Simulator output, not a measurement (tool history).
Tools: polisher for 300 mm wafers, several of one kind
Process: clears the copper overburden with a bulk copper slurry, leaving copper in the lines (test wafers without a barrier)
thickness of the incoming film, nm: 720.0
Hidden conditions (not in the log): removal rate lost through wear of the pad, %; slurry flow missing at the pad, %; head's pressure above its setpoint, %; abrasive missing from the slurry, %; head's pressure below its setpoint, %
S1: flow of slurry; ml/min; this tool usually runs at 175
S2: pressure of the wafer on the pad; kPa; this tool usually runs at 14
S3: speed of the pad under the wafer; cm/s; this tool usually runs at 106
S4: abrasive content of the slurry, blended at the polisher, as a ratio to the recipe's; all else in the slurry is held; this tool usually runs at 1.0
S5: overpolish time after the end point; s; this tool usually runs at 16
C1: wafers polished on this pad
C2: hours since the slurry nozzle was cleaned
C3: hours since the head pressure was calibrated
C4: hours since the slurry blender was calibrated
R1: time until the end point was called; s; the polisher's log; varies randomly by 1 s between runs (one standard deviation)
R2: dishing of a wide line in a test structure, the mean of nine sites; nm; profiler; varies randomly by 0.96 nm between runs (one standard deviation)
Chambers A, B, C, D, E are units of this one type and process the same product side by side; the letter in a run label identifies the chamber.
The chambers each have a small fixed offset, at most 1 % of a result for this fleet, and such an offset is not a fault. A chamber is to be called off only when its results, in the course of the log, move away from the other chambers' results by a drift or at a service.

Run 1D, hour 6.9: usual settings; C1 893; C2 136.2; C3 607.3; C4 145.0. Result: R1 103.390 s, R2 62.718 nm.
Run 2A, hour 11.2: usual settings; C1 1277; C2 173.3; C3 168.0; C4 123.4. Result: R1 101.190 s, R2 63.285 nm.
Run 3B, hour 15.4: usual settings; C1 1331; C2 540.2; C3 304.1; C4 157.0. Result: R1 101.740 s, R2 64.386 nm.
At hour 15.9: chamber B: worn pad replaced by a new one.
Run 4C, hour 23.2: usual settings; C1 344; C2 383.4; C3 533.2; C4 227.7. Result: R1 101.220 s, R2 62.698 nm.
Run 5E, hour 31.3: usual settings; C1 477; C2 321.7; C3 230.5; C4 74.5. Result: R1 101.270 s, R2 63.116 nm.
Run 6A, hour 37.5: usual settings; C1 1487; C2 199.6; C3 194.3; C4 149.7. Result: R1 103.550 s, R2 63.304 nm.
Run 7D, hour 41.5: usual settings but S4 0.9; C1 1168; C2 170.8; C3 641.9; C4 179.6. Result: R1 103.150 s, R2 61.835 nm.
Run 8C, hour 47.7: usual settings but S4 0.9; C1 540; C2 407.9; C3 557.7; C4 252.2. Result: R1 104.230 s, R2 61.407 nm.
Run 9B, hour 55.6: usual settings but S4 0.9; C1 317; C2 580.4; C3 344.3; C4 197.2. Result: R1 104.830 s, R2 62.430 nm.
At hour 58.9: chamber A: worn pad replaced by a new one.
Run 10E, hour 62.0: usual settings but S4 0.9; C1 721; C2 352.4; C3 261.2; C4 105.2. Result: R1 104.980 s, R2 60.033 nm.
Run 11C, hour 66.1: usual settings but S4 0.9; C1 686; C2 426.3; C3 576.1; C4 270.6. Result: R1 104.550 s, R2 62.823 nm.
Run 12E, hour 72.2: usual settings but S1 205 ml/min, S5 11 s; C1 802; C2 362.6; C3 271.4; C4 115.4. Result: R1 100.810 s, R2 49.706 nm.
Run 13B, hour 79.8: usual settings but S1 205 ml/min, S5 11 s; C1 509; C2 604.6; C3 368.5; C4 221.4. Result: R1 99.665 s, R2 51.080 nm.
At hour 83.0: chamber E: slurry blender recalibrated.
Run 14D, hour 85.2: usual settings but S1 205 ml/min, S5 11 s; C1 1517; C2 214.5; C3 685.6; C4 223.3. Result: R1 102.050 s, R2 49.751 nm.
At hour 91.5: chamber C: head pressure recalibrated.
Run 15A, hour 92.1: usual settings but S1 205 ml/min, S5 11 s; C1 265; C2 254.2; C3 248.9; C4 204.3. Result: R1 100.480 s, R2 48.697 nm.
At hour 93.1: chamber B: slurry blender recalibrated.
Run 16E, hour 96.7: usual settings but S1 205 ml/min, S5 11 s; C1 998; C2 387.1; C3 295.9; C4 13.7. Result: R1 101.110 s, R2 48.018 nm.
Run 17C, hour 100.5: usual settings; C1 960; C2 460.7; C3 9.0; C4 305.0. Result: R1 103.600 s, R2 62.928 nm.
At hour 101.3: chamber E: head pressure recalibrated.
Run 18B, hour 106.2: usual settings; C1 720; C2 631.0; C3 394.9; C4 13.1. Result: R1 102.680 s, R2 63.983 nm.
Run 19D, hour 110.7: usual settings; C1 1720; C2 240.0; C3 711.1; C4 248.8. Result: R1 104.420 s, R2 62.134 nm.
Run 20A, hour 117.6: usual settings; C1 468; C2 279.7; C3 274.4; C4 229.8. Result: R1 101.810 s, R2 64.235 nm.
At hour 119.6: chamber B: slurry nozzle cleaned.
Run 21E, hour 124.7: usual settings; C1 1221; C2 415.1; C3 23.4; C4 41.7. Result: R1 103.760 s, R2 62.829 nm.
At hour 130.3: chamber E: worn pad replaced by a new one.
Run 22A, hour 131.5: usual settings; C1 579; C2 293.6; C3 288.3; C4 243.7. Result: R1 102.930 s, R2 63.503 nm.
At hour 135.0: chamber E: slurry nozzle cleaned.
Run 23C, hour 135.6: usual settings; C1 1240; C2 495.8; C3 44.1; C4 340.1. Result: R1 102.240 s, R2 62.730 nm.
At hour 139.4: chamber A: slurry blender recalibrated.
Run 24B, hour 143.4: usual settings; C1 1016; C2 23.8; C3 432.1; C4 50.3. Result: R1 98.954 s, R2 62.318 nm.
Run 25D, hour 148.9: usual settings; C1 2024; C2 278.2; C3 749.3; C4 287.0. Result: R1 109.010 s, R2 60.400 nm.
Run 26A, hour 154.8: usual settings; C1 764; C2 316.9; C3 311.6; C4 15.4. Result: R1 102.300 s, R2 62.523 nm.
At hour 156.8: chamber C: worn pad replaced by a new one.
Run 27C, hour 160.7: usual settings; C1 31; C2 520.9; C3 69.2; C4 365.2. Result: R1 100.530 s, R2 63.340 nm.
Run 28E, hour 168.3: usual settings but S1 210 ml/min; C1 303; C2 33.3; C3 67.0; C4 85.3. Result: R1 99.119 s, R2 63.898 nm.
At hour 174.0: chamber B: worn pad replaced by a new one.
Run 29B, hour 176.6: usual settings but S1 210 ml/min; C1 20; C2 57.0; C3 465.3; C4 83.5. Result: R1 98.189 s, R2 64.301 nm.
Run 30D, hour 183.1: usual settings but S1 210 ml/min; C1 2297; C2 312.4; C3 783.5; C4 321.2. Result: R1 106.590 s, R2 60.263 nm.
Run 31A, hour 189.0: usual settings but S1 210 ml/min; C1 1037; C2 351.1; C3 345.8; C4 49.6. Result: R1 98.667 s, R2 62.607 nm.
Run 32E, hour 194.0: usual settings but S1 210 ml/min; C1 507; C2 59.0; C3 92.7; C4 111.0. Result: R1 100.810 s, R2 64.699 nm.

Which is it: a chamber that has drifted or been left off by a service, a gauge drift common to all chambers, or only each chamber's usual small offset? If a chamber is off, name it and its likeliest cause.

Little by little, chamber D moves away from the other chambers.
What lies behind it: removal rate lost through wear of the pad, % = 9.36.
With only this log, it may be confused with: slurry flow missing at the pad, %; head's pressure below its setpoint, %; abrasive missing from the slurry, %.

Which of the 4 candidates below, each the usual settings with something changed and its results left as question marks, puts chamber D back in line with what the other chambers give on the usual settings?
In-line tolerance around the mean of the other chambers on the usual settings: R1 3.600 s; R2 3.300 nm
Run 33D-1, hour 200.0: usual settings but S2 15.2 kPa, S3 116 cm/s. Result: R1 ?, R2 ?.
Run 33D-2, hour 200.0: usual settings but S2 14.5 kPa, S3 112 cm/s. Result: R1 ?, R2 ?.
Run 33D-3, hour 200.0: usual settings but S2 13.1 kPa, S3 100 cm/s. Result: R1 ?, R2 ?.
Run 33D-4, hour 200.0: usual settings but S2 12.4 kPa, S3 98 cm/s. Result: R1 ?, R2 ?.

Mean of the other chambers on the usual settings: R1 101.680 s; R2 63.603 nm
  run       R1      R2
33D-1   92.709  68.285
33D-2  100.530  64.246
33D-3  124.240  54.653
33D-4  133.700  51.461
33D-2 brings the chamber back in line.
